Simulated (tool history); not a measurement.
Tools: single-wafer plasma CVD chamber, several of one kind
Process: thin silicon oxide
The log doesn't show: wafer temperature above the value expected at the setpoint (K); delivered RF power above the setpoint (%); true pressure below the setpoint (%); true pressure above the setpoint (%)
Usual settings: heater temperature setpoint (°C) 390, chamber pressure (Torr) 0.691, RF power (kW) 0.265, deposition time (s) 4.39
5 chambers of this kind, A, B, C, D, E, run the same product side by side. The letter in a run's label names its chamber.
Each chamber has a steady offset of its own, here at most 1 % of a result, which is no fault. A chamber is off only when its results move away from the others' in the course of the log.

| run | hour | heater temperature setpoint (°C) | chamber pressure (Torr) | RF power (kW) | deposition time (s) | hours since the last thermocouple change | hours since the last RF generator calibration | hours since the last manometer calibration | read-back reference wafer on the same gauge, thickness_nm | mean film thickness on the monitor wafer (angstrom) |
|---|---|---|---|---|---|---|---|---|---|---|
| 1C | 6.9 | 390 | 0.691 | 0.265 | 4.39 | 15.6 | 166.4 | 421.4 | 7.3853 | 66.401 |
| 2D | 10.5 | 390 | 0.691 | 0.265 | 4.39 | 1653 | 621.4 | 1367 | 7.3879 | 66.173 |
| 3B | 14 | 390 | 0.691 | 0.265 | 4.39 | 952.9 | 71.6 | 1242.2 | 7.3845 | 67.104 |
| 4A | 19.6 | 390 | 0.691 | 0.265 | 4.39 | 556.2 | 70.3 | 350.8 | 7.3878 | 66.327 |
|  | 20 | chamber E: RF generator calibrated |
| 5E | 24.4 | 390 | 0.64 | 0.265 | 4.39 | 2095.6 | 4.5 | 327 | 7.3873 | 60.902 |
| 6B | 31.2 | 390 | 0.64 | 0.265 | 4.39 | 970.1 | 88.8 | 1259.4 | 7.39 | 61.62 |
| 7D | 37.2 | 390 | 0.64 | 0.265 | 4.39 | 1679.7 | 648.1 | 1393.7 | 7.3885 | 61.043 |
|  | 40.2 | chamber D: thermocouple changed; heater temperature recalibrated |
| 8C | 40.2 | 390 | 0.64 | 0.265 | 4.39 | 48.9 | 199.7 | 454.7 | 7.3895 | 60.645 |
| 9A | 46.5 | 390 | 0.64 | 0.265 | 4.39 | 583.1 | 97.2 | 377.7 | 7.394 | 61.085 |
| 10E | 50.7 | 378 | 0.691 | 0.265 | 3.6 | 2121.9 | 30.8 | 353.3 | 7.3932 | 55.162 |
| 11C | 54.7 | 378 | 0.691 | 0.265 | 3.6 | 63.4 | 214.2 | 469.2 | 7.3843 | 54.59 |
| 12D | 57.8 | 378 | 0.691 | 0.265 | 3.6 | 17.7 | 668.7 | 1414.3 | 7.388 | 54.573 |
| 13B | 60.8 | 378 | 0.691 | 0.265 | 3.6 | 999.7 | 118.4 | 1289 | 7.3971 | 55.084 |
|  | 63.6 | chamber D: capacitance manometer re-zeroed and calibrated |
| 14A | 67.7 | 378 | 0.691 | 0.265 | 3.6 | 604.3 | 118.4 | 398.9 | 7.3903 | 55.21 |
| 15E | 73.7 | 390 | 0.691 | 0.265 | 4.39 | 2144.9 | 53.8 | 376.3 | 7.3939 | 67.271 |
| 16C | 78.5 | 390 | 0.691 | 0.265 | 4.97 | 87.2 | 238 | 493 | 7.3912 | 74.795 |
| 17E | 83.5 | 390 | 0.691 | 0.265 | 4.97 | 2154.7 | 63.6 | 386.1 | 7.3897 | 76.041 |
| 18B | 89.7 | 390 | 0.691 | 0.265 | 4.97 | 1028.6 | 147.3 | 1317.9 | 7.3917 | 75.704 |
| 19D | 95.9 | 390 | 0.691 | 0.265 | 4.97 | 55.8 | 706.8 | 32.3 | 7.3917 | 74.737 |
| 20A | 99.4 | 390 | 0.691 | 0.265 | 4.97 | 636 | 150.1 | 430.6 | 7.3899 | 75.476 |
| 21B | 102.6 | 390 | 0.691 | 0.265 | 3.65 | 1041.5 | 160.2 | 1330.8 | 7.3904 | 55.6 |
| 22C | 106.8 | 390 | 0.691 | 0.265 | 3.65 | 115.5 | 266.3 | 521.3 | 7.3838 | 54.714 |
|  | 108.8 | chamber E: thermocouple changed; heater temperature recalibrated |
| 23A | 112.8 | 390 | 0.691 | 0.265 | 3.65 | 649.4 | 163.5 | 444 | 7.3888 | 55.145 |
| 24E | 119.2 | 390 | 0.691 | 0.265 | 3.65 | 10.5 | 99.3 | 421.8 | 7.3905 | 56.739 |
| 25D | 125.1 | 390 | 0.691 | 0.265 | 3.65 | 85 | 736 | 61.5 | 7.3904 | 54.977 |
| 26D | 128.4 | 390 | 0.691 | 0.265 | 4.39 | 88.3 | 739.3 | 64.8 | 7.3931 | 66.59 |
| 27E | 134.1 | 390 | 0.691 | 0.265 | 4.39 | 25.4 | 114.2 | 436.7 | 7.3863 | 68.657 |
| 28A | 137.5 | 390 | 0.691 | 0.265 | 4.39 | 674.1 | 188.2 | 468.7 | 7.3868 | 66.533 |
| 29B | 141.2 | 390 | 0.691 | 0.265 | 4.39 | 1080.1 | 198.8 | 1369.4 | 7.3834 | 67.207 |
| 30C | 147.7 | 390 | 0.691 | 0.265 | 4.39 | 156.4 | 307.2 | 562.2 | 7.3928 | 66.244 |
| 31B | 150.7 | 390 | 0.691 | 0.265 | 4.39 | 1089.6 | 208.3 | 1378.9 | 7.3882 | 66.994 |
| 32E | 155 | 390 | 0.691 | 0.265 | 4.39 | 46.3 | 135.1 | 457.6 | 7.3911 | 69.092 |

All 5 chambers run these settings next. Forecast each chamber's results:
| 33A | 160 | 390 | 0.691 | 0.265 | 4.39 |  |  |  |  | ? |
| 33B | 160 | 390 | 0.691 | 0.265 | 4.39 |  |  |  |  | ? |
| 33C | 160 | 390 | 0.691 | 0.265 | 4.39 |  |  |  |  | ? |
| 33D | 160 | 390 | 0.691 | 0.265 | 4.39 |  |  |  |  | ? |
| 33E | 160 | 390 | 0.691 | 0.265 | 4.39 |  |  |  |  | ? |

| run | mean film thickness on the monitor wafer (angstrom) |
|---|---|
| 33A | 66.789 |
| 33B | 66.676 |
| 33C | 66.161 |
| 33D | 66.262 |
| 33E | 68.98 |

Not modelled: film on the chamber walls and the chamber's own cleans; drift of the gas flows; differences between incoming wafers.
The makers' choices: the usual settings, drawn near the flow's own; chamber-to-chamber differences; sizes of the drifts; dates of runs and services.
